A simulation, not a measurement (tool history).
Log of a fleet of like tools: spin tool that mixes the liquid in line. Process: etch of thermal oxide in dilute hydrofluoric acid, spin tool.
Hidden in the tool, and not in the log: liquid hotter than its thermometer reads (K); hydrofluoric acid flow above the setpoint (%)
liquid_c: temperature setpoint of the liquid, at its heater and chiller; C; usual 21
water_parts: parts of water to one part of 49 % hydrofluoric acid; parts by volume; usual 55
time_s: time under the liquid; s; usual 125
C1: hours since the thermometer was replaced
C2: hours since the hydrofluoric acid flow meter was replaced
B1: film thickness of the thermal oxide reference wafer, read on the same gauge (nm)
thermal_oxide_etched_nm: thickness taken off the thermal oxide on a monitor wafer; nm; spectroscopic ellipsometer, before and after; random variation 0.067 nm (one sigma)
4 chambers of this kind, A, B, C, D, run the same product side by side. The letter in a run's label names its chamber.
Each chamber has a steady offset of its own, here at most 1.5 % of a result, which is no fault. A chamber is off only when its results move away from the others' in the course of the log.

Run 1D, hour 3.7: usual settings; C1 520.1; C2 381; B1 40. Result: thermal_oxide_etched_nm 10.63 nm.
Run 2C, hour 9.1: usual settings; C1 938.9; C2 924.1; B1 40.027. Result: thermal_oxide_etched_nm 10.628 nm.
Run 3B, hour 12.4: usual settings; C1 1298.7; C2 1502.4; B1 39.921. Result: thermal_oxide_etched_nm 10.796 nm.
Run 4A, hour 17.2: usual settings; C1 344.4; C2 856.2; B1 39.966. Result: thermal_oxide_etched_nm 10.679 nm.
Run 5C, hour 21.9: usual settings but water_parts 65 parts by volume, time_s 70 s; C1 951.7; C2 936.9; B1 39.983. Result: thermal_oxide_etched_nm 4.955 nm.
Run 6A, hour 24.6: usual settings but water_parts 65 parts by volume, time_s 70 s; C1 351.8; C2 863.6; B1 40.022. Result: thermal_oxide_etched_nm 4.9983 nm.
Run 7B, hour 29.5: usual settings but water_parts 65 parts by volume, time_s 70 s; C1 1315.8; C2 1519.5; B1 40.009. Result: thermal_oxide_etched_nm 5.077 nm.
Run 8D, hour 32.5: usual settings but water_parts 65 parts by volume, time_s 70 s; C1 548.9; C2 409.8; B1 39.971. Result: thermal_oxide_etched_nm 5.0583 nm.
Run 9A, hour 37.7: usual settings but liquid_c 19.5 C, time_s 100 s; C1 364.9; C2 876.7; B1 39.969. Result: thermal_oxide_etched_nm 7.9763 nm.
Run 10C, hour 43.1: usual settings but liquid_c 19.5 C, time_s 100 s; C1 972.9; C2 958.1; B1 39.968. Result: thermal_oxide_etched_nm 7.9525 nm.
Run 11D, hour 48.4: usual settings but liquid_c 19.5 C, time_s 100 s; C1 564.8; C2 425.7; B1 39.982. Result: thermal_oxide_etched_nm 7.9954 nm.
Run 12B, hour 53.8: usual settings but liquid_c 19.5 C, time_s 100 s; C1 1340.1; C2 1543.8; B1 40.027. Result: thermal_oxide_etched_nm 8.1669 nm.
Run 13C, hour 59.3: usual settings; C1 989.1; C2 974.3; B1 39.968. Result: thermal_oxide_etched_nm 10.532 nm.
Run 14A, hour 63.7: usual settings; C1 390.9; C2 902.7; B1 40.007. Result: thermal_oxide_etched_nm 10.591 nm.
Run 15D, hour 68.5: usual settings; C1 584.9; C2 445.8; B1 40.013. Result: thermal_oxide_etched_nm 10.785 nm.
Run 16B, hour 71.7: usual settings but liquid_c 24.5 C, time_s 75 s; C1 1358; C2 1561.7; B1 39.98. Result: thermal_oxide_etched_nm 7.6962 nm.
Run 17C, hour 76.5: usual settings but liquid_c 24.5 C, time_s 75 s; C1 1006.3; C2 991.5; B1 39.937. Result: thermal_oxide_etched_nm 7.355 nm.
Run 18A, hour 80.7: usual settings but liquid_c 24.5 C, time_s 75 s; C1 407.9; C2 919.7; B1 39.954. Result: thermal_oxide_etched_nm 7.4094 nm.
Run 19B, hour 85.3: usual settings but liquid_c 24.5 C, time_s 75 s; C1 1371.6; C2 1575.3; B1 39.949. Result: thermal_oxide_etched_nm 7.8767 nm.
Run 20D, hour 88.2: usual settings; C1 604.6; C2 465.5; B1 40.026. Result: thermal_oxide_etched_nm 10.874 nm.
Run 21D, hour 92.5: usual settings; C1 608.9; C2 469.8; B1 40.008. Result: thermal_oxide_etched_nm 10.788 nm.
Run 22B, hour 96.7: usual settings; C1 1383; C2 1586.7; B1 39.979. Result: thermal_oxide_etched_nm 11.582 nm.
Run 23C, hour 100.1: usual settings; C1 1029.9; C2 1015.1; B1 39.969. Result: thermal_oxide_etched_nm 10.634 nm.
Run 24A, hour 104.8: usual settings; C1 432; C2 943.8; B1 39.999. Result: thermal_oxide_etched_nm 10.7 nm.
Run 25A, hour 109.6: usual settings; C1 436.8; C2 948.6; B1 40. Result: thermal_oxide_etched_nm 10.673 nm.

All 4 chambers run these settings next. Forecast each chamber's results:
Run 26A, hour 113.6: usual settings but time_s 170 s. Result: thermal_oxide_etched_nm ?.
Run 26B, hour 113.6: usual settings but time_s 170 s. Result: thermal_oxide_etched_nm ?.
Run 26C, hour 113.6: usual settings but time_s 170 s. Result: thermal_oxide_etched_nm ?.
Run 26D, hour 113.6: usual settings but time_s 170 s. Result: thermal_oxide_etched_nm ?.

run  thermal_oxide_etched_nm
26A                   14.345
26B                    15.85
26C                   14.374
26D                   14.606

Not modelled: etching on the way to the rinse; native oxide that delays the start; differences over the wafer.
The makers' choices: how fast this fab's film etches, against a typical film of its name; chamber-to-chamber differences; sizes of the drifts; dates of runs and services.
